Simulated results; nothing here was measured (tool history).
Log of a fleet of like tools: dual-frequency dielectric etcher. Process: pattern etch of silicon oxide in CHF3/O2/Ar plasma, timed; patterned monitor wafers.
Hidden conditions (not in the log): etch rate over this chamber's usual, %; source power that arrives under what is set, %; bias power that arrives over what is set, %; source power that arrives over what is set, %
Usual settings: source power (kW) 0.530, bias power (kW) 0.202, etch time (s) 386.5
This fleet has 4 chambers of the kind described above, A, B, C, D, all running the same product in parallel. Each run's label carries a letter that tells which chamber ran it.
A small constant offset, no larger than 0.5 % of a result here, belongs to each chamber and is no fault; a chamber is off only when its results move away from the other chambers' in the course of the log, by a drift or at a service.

run	hour	source power (kW)	bias power (kW)	etch time (s)	hours since the last wet clean	hours since the last source power generator calibration	hours since the last bias power generator calibration	read-back reference wafer on the same gauge, depth_nm	mean etch depth across the wafer (Å)
1C	2.0	0.530	0.202	386.5	324.5	944.8	1358.0	716.91	7619.1
2D	4.6	0.530	0.202	386.5	25.7	3084.9	3772.4	716.66	7607.8
3A	7.2	0.530	0.202	386.5	155.1	574.9	2904.2	716.46	7584.3
4B	9.5	0.530	0.202	386.5	135.4	612.6	67.3	716.69	7577.4
5D	13.1	0.530	0.202	386.5	34.2	3093.4	3780.9	716.28	7583.4
6B	16.6	0.530	0.202	386.5	142.5	619.7	74.4	716.18	7563.8
7A	20.0	0.530	0.202	386.5	167.9	587.7	2917.0	715.72	7557.1
8C	22.9	0.590	0.245	386.5	345.4	965.7	1378.9	715.68	8462.9
9C	26.2	0.590	0.245	386.5	348.7	969.0	1382.2	715.07	8487.8
10B	28.9	0.590	0.245	386.5	154.8	632.0	86.7	715.25	8413.9
11A	33.2	0.590	0.245	386.5	181.1	600.9	2930.2	715.04	8428.0
12D	36.1	0.530	0.202	386.5	57.2	3116.4	3803.9	715.01	7581.6
13B	38.6	0.530	0.202	386.5	164.5	641.7	96.4	715.01	7564.3
14D	42.5	0.530	0.202	386.5	63.6	3122.8	3810.3	714.27	7558.3
15C	45.6	0.530	0.202	386.5	368.1	988.4	1401.6	714.16	7579.9
16A	49.6	0.530	0.202	386.5	197.5	617.3	2946.6	714.19	7538.4
17A	53.0	0.530	0.202	448.5	200.9	620.7	2950.0	713.80	8767.0
18B	57.0	0.530	0.202	448.5	182.9	660.1	114.8	713.56	8732.3
19D	59.4	0.530	0.202	448.5	80.5	3139.7	3827.2	713.20	8802.0
20C	62.5	0.530	0.202	448.5	385.0	1005.3	1418.5	713.53	8789.8
21C	66.2	0.530	0.202	386.5	388.7	1009.0	1422.2	713.27	7583.0
22A	69.3	0.530	0.202	386.5	217.2	637.0	2966.3	712.67	7509.3
23D	72.3	0.530	0.202	386.5	93.4	3152.6	3840.1	712.85	7569.6
24B	74.3	0.530	0.202	386.5	200.2	677.4	132.1	712.55	7547.7
25D	76.9	0.530	0.228	489.5	98.0	3157.2	3844.7	712.40	9997.3

The same settings go to every chamber for the next run, one line per chamber below. Forecast the results for each:
26A	80.0	0.530	0.202	386.5					?
26B	80.0	0.530	0.202	386.5					?
26C	80.0	0.530	0.202	386.5					?
26D	80.0	0.530	0.202	386.5					?

run	mean etch depth across the wafer (Å)
26A	7540.6
26B	7527.4
26C	7572.0
26D	7564.0
